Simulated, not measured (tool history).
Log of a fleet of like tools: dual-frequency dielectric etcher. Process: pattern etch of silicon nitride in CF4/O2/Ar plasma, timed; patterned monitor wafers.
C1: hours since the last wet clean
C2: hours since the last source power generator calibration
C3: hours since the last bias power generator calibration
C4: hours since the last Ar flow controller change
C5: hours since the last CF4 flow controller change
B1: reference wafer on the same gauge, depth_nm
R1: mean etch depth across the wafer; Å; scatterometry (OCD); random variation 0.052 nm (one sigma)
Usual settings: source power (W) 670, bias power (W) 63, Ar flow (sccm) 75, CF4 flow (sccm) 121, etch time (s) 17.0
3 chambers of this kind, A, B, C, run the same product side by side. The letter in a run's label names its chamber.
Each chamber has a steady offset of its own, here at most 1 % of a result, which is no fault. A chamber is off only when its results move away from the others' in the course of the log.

run 1A day=0.492 | source_power_(W)=670 bias_power_(W)=63 Ar_flow_(sccm)=75 CF4_flow_(sccm)=121 etch_time_(s)=17.0 | C1=523.4 C2=3853.5 C3=335.3 C4=13.6 C5=3998.1 | B1=41.795 | R1=474.23
run 2C day=0.904 | source_power_(W)=670 bias_power_(W)=63 Ar_flow_(sccm)=75 CF4_flow_(sccm)=121 etch_time_(s)=17.0 | C1=501.3 C2=953.5 C3=2231.0 C4=1032.5 C5=1268.8 | B1=41.783 | R1=478.22
run 3B day=1.375 | source_power_(W)=670 bias_power_(W)=63 Ar_flow_(sccm)=75 CF4_flow_(sccm)=121 etch_time_(s)=17.0 | C1=121.0 C2=936.2 C3=511.5 C4=1434.9 C5=3742.1 | B1=41.781 | R1=476.42
run 4A day=1.788 | source_power_(W)=670 bias_power_(W)=63 Ar_flow_(sccm)=75 CF4_flow_(sccm)=121 etch_time_(s)=17.0 | C1=554.5 C2=3884.6 C3=366.4 C4=44.7 C5=4029.2 | B1=41.780 | R1=474.33
run 5B day=2.100 | source_power_(W)=670 bias_power_(W)=63 Ar_flow_(sccm)=75 CF4_flow_(sccm)=121 etch_time_(s)=17.0 | C1=138.4 C2=953.6 C3=528.9 C4=1452.3 C5=3759.5 | B1=41.773 | R1=476.09
-- day=2.154 chamber A: wet clean of the chamber
run 6C day=2.442 | source_power_(W)=670 bias_power_(W)=63 Ar_flow_(sccm)=75 CF4_flow_(sccm)=121 etch_time_(s)=17.0 | C1=538.2 C2=990.4 C3=2267.9 C4=1069.4 C5=1305.7 | B1=41.767 | R1=478.34
run 7B day=2.775 | source_power_(W)=670 bias_power_(W)=63 Ar_flow_(sccm)=75 CF4_flow_(sccm)=121 etch_time_(s)=17.0 | C1=154.6 C2=969.8 C3=545.1 C4=1468.5 C5=3775.7 | B1=41.767 | R1=475.61
run 8C day=3.288 | source_power_(W)=670 bias_power_(W)=63 Ar_flow_(sccm)=75 CF4_flow_(sccm)=121 etch_time_(s)=17.0 | C1=558.5 C2=1010.7 C3=2288.2 C4=1089.7 C5=1326.0 | B1=41.770 | R1=477.18
run 9A day=3.800 | source_power_(W)=670 bias_power_(W)=63 Ar_flow_(sccm)=75 CF4_flow_(sccm)=121 etch_time_(s)=17.0 | C1=39.6 C2=3932.9 C3=414.7 C4=93.0 C5=4077.5 | B1=41.759 | R1=473.60
run 10B day=4.175 | source_power_(W)=670 bias_power_(W)=63 Ar_flow_(sccm)=75 CF4_flow_(sccm)=121 etch_time_(s)=17.0 | C1=188.2 C2=1003.4 C3=578.7 C4=1502.1 C5=3809.3 | B1=41.745 | R1=474.33
run 11C day=4.633 | source_power_(W)=670 bias_power_(W)=63 Ar_flow_(sccm)=75 CF4_flow_(sccm)=121 etch_time_(s)=17.0 | C1=590.8 C2=1043.0 C3=2320.5 C4=1122.0 C5=1358.3 | B1=41.741 | R1=478.00
run 12A day=4.867 | source_power_(W)=670 bias_power_(W)=70 Ar_flow_(sccm)=75 CF4_flow_(sccm)=121 etch_time_(s)=21.5 | C1=65.2 C2=3958.5 C3=440.3 C4=118.6 C5=4103.1 | B1=41.757 | R1=621.52
run 13C day=5.192 | source_power_(W)=670 bias_power_(W)=70 Ar_flow_(sccm)=75 CF4_flow_(sccm)=121 etch_time_(s)=21.5 | C1=604.2 C2=1056.4 C3=2333.9 C4=1135.4 C5=1371.7 | B1=41.737 | R1=626.65
run 14B day=5.550 | source_power_(W)=670 bias_power_(W)=70 Ar_flow_(sccm)=75 CF4_flow_(sccm)=121 etch_time_(s)=21.5 | C1=221.2 C2=1036.4 C3=611.7 C4=1535.1 C5=3842.3 | B1=41.748 | R1=624.58
run 15A day=5.954 | source_power_(W)=670 bias_power_(W)=63 Ar_flow_(sccm)=75 CF4_flow_(sccm)=121 etch_time_(s)=17.0 | C1=91.3 C2=3984.6 C3=466.4 C4=144.7 C5=4129.2 | B1=41.724 | R1=472.63
run 16C day=6.204 | source_power_(W)=670 bias_power_(W)=52 Ar_flow_(sccm)=75 CF4_flow_(sccm)=121 etch_time_(s)=17.0 | C1=628.5 C2=1080.7 C3=2358.2 C4=1159.7 C5=1396.0 | B1=41.728 | R1=446.63
run 17A day=6.492 | source_power_(W)=670 bias_power_(W)=52 Ar_flow_(sccm)=75 CF4_flow_(sccm)=121 etch_time_(s)=17.0 | C1=104.2 C2=3997.5 C3=479.3 C4=157.6 C5=4142.1 | B1=41.722 | R1=441.85
run 18B day=6.979 | source_power_(W)=670 bias_power_(W)=52 Ar_flow_(sccm)=75 CF4_flow_(sccm)=121 etch_time_(s)=17.0 | C1=255.5 C2=1070.7 C3=646.0 C4=1569.4 C5=3876.6 | B1=41.715 | R1=443.15
-- day=7.000 chamber C: wet clean of the chamber
-- day=7.079 chamber C: bias power generator calibrated
run 19B day=7.462 | source_power_(W)=670 bias_power_(W)=63 Ar_flow_(sccm)=75 CF4_flow_(sccm)=121 etch_time_(s)=17.0 | C1=267.1 C2=1082.3 C3=657.6 C4=1581.0 C5=3888.2 | B1=41.724 | R1=474.74
run 20A day=7.871 | source_power_(W)=670 bias_power_(W)=63 Ar_flow_(sccm)=75 CF4_flow_(sccm)=121 etch_time_(s)=17.0 | C1=137.3 C2=4030.6 C3=512.4 C4=190.7 C5=4175.2 | B1=41.710 | R1=472.66
run 21C day=8.204 | source_power_(W)=670 bias_power_(W)=63 Ar_flow_(sccm)=75 CF4_flow_(sccm)=121 etch_time_(s)=17.0 | C1=28.9 C2=1128.7 C3=27.0 C4=1207.7 C5=1444.0 | B1=41.704 | R1=477.59
run 22A day=8.458 | source_power_(W)=670 bias_power_(W)=63 Ar_flow_(sccm)=75 CF4_flow_(sccm)=121 etch_time_(s)=17.0 | C1=151.4 C2=4044.7 C3=526.5 C4=204.8 C5=4189.3 | B1=41.699 | R1=473.06
run 23C day=8.958 | source_power_(W)=670 bias_power_(W)=63 Ar_flow_(sccm)=75 CF4_flow_(sccm)=121 etch_time_(s)=17.0 | C1=47.0 C2=1146.8 C3=45.1 C4=1225.8 C5=1462.1 | B1=41.695 | R1=477.79
run 24B day=9.208 | source_power_(W)=670 bias_power_(W)=63 Ar_flow_(sccm)=75 CF4_flow_(sccm)=121 etch_time_(s)=17.0 | C1=309.0 C2=1124.2 C3=699.5 C4=1622.9 C5=3930.1 | B1=41.687 | R1=474.61
run 25B day=9.575 | source_power_(W)=670 bias_power_(W)=63 Ar_flow_(sccm)=75 CF4_flow_(sccm)=121 etch_time_(s)=20.0 | C1=317.8 C2=1133.0 C3=708.3 C4=1631.7 C5=3938.9 | B1=41.696 | R1=557.77
run 26C day=10.025 | source_power_(W)=670 bias_power_(W)=63 Ar_flow_(sccm)=75 CF4_flow_(sccm)=121 etch_time_(s)=20.0 | C1=72.6 C2=1172.4 C3=70.7 C4=1251.4 C5=1487.7 | B1=41.688 | R1=561.88
run 27A day=10.342 | source_power_(W)=670 bias_power_(W)=63 Ar_flow_(sccm)=75 CF4_flow_(sccm)=121 etch_time_(s)=20.0 | C1=196.6 C2=4089.9 C3=571.7 C4=250.0 C5=4234.5 | B1=41.679 | R1=556.16
run 28A day=10.658 | source_power_(W)=670 bias_power_(W)=63 Ar_flow_(sccm)=75 CF4_flow_(sccm)=121 etch_time_(s)=17.0 | C1=204.2 C2=4097.5 C3=579.3 C4=257.6 C5=4242.1 | B1=41.683 | R1=473.30
run 29B day=11.079 | source_power_(W)=670 bias_power_(W)=63 Ar_flow_(sccm)=75 CF4_flow_(sccm)=121 etch_time_(s)=17.0 | C1=353.9 C2=1169.1 C3=744.4 C4=1667.8 C5=3975.0 | B1=41.676 | R1=474.99
run 30C day=11.538 | source_power_(W)=670 bias_power_(W)=52 Ar_flow_(sccm)=75 CF4_flow_(sccm)=121 etch_time_(s)=14.5 | C1=108.9 C2=1208.7 C3=107.0 C4=1287.7 C5=1524.0 | B1=41.663 | R1=380.05
run 31C day=11.767 | source_power_(W)=670 bias_power_(W)=52 Ar_flow_(sccm)=75 CF4_flow_(sccm)=121 etch_time_(s)=14.5 | C1=114.4 C2=1214.2 C3=112.5 C4=1293.2 C5=1529.5 | B1=41.665 | R1=380.70
run 32B day=12.100 | source_power_(W)=670 bias_power_(W)=52 Ar_flow_(sccm)=75 CF4_flow_(sccm)=121 etch_time_(s)=14.5 | C1=378.4 C2=1193.6 C3=768.9 C4=1692.3 C5=3999.5 | B1=41.668 | R1=377.80
run 33A day=12.333 | source_power_(W)=670 bias_power_(W)=63 Ar_flow_(sccm)=75 CF4_flow_(sccm)=121 etch_time_(s)=17.0 | C1=244.4 C2=4137.7 C3=619.5 C4=297.8 C5=4282.3 | B1=41.646 | R1=472.37
run 34A day=12.800 | source_power_(W)=670 bias_power_(W)=63 Ar_flow_(sccm)=75 CF4_flow_(sccm)=121 etch_time_(s)=17.0 | C1=255.6 C2=4148.9 C3=630.7 C4=309.0 C5=4293.5 | B1=41.652 | R1=473.20
run 35C day=13.046 | source_power_(W)=670 bias_power_(W)=63 Ar_flow_(sccm)=75 CF4_flow_(sccm)=121 etch_time_(s)=17.0 | C1=145.1 C2=1244.9 C3=143.2 C4=1323.9 C5=1560.2 | B1=41.654 | R1=476.59
run 36B day=13.271 | source_power_(W)=670 bias_power_(W)=63 Ar_flow_(sccm)=75 CF4_flow_(sccm)=121 etch_time_(s)=17.0 | C1=406.5 C2=1221.7 C3=797.0 C4=1720.4 C5=4027.6 | B1=41.660 | R1=473.97
run 37A day=13.646 | source_power_(W)=670 bias_power_(W)=63 Ar_flow_(sccm)=75 CF4_flow_(sccm)=121 etch_time_(s)=17.0 | C1=275.9 C2=4169.2 C3=651.0 C4=329.3 C5=4313.8 | B1=41.644 | R1=473.02
run 38B day=13.996 | source_power_(W)=670 bias_power_(W)=63 Ar_flow_(sccm)=75 CF4_flow_(sccm)=121 etch_time_(s)=17.0 | C1=423.9 C2=1239.1 C3=814.4 C4=1737.8 C5=4045.0 | B1=41.656 | R1=473.15
run 39C day=14.450 | source_power_(W)=670 bias_power_(W)=63 Ar_flow_(sccm)=75 CF4_flow_(sccm)=121 etch_time_(s)=17.0 | C1=178.8 C2=1278.6 C3=176.9 C4=1357.6 C5=1593.9 | B1=41.631 | R1=475.99
run 40B day=14.754 | source_power_(W)=670 bias_power_(W)=63 Ar_flow_(sccm)=75 CF4_flow_(sccm)=121 etch_time_(s)=17.0 | C1=442.1 C2=1257.3 C3=832.6 C4=1756.0 C5=4063.2 | B1=41.636 | R1=474.20
run 41C day=15.117 | source_power_(W)=670 bias_power_(W)=50 Ar_flow_(sccm)=75 CF4_flow_(sccm)=121 etch_time_(s)=19.0 | C1=194.8 C2=1294.6 C3=192.9 C4=1373.6 C5=1609.9 | B1=41.633 | R1=491.13
run 42A day=15.392 | source_power_(W)=670 bias_power_(W)=50 Ar_flow_(sccm)=75 CF4_flow_(sccm)=121 etch_time_(s)=19.0 | C1=317.8 C2=4211.1 C3=692.9 C4=371.2 C5=4355.7 | B1=41.622 | R1=485.82
run 43C day=15.779 | source_power_(W)=670 bias_power_(W)=50 Ar_flow_(sccm)=75 CF4_flow_(sccm)=121 etch_time_(s)=19.0 | C1=210.7 C2=1310.5 C3=208.8 C4=1389.5 C5=1625.8 | B1=41.617 | R1=491.71
run 44A day=16.004 | source_power_(W)=670 bias_power_(W)=63 Ar_flow_(sccm)=75 CF4_flow_(sccm)=121 etch_time_(s)=17.0 | C1=332.5 C2=4225.8 C3=707.6 C4=385.9 C5=4370.4 | B1=41.607 | R1=472.46

What goes on in this fleet: one chamber off, a drifting gauge, or nothing beyond the chambers' own small offsets? Name the chamber and the cause, if any.

The gauge drifts, so all chambers seem to drift together. No chamber is off.
Cause: gauge reads low (%) = 0.445.
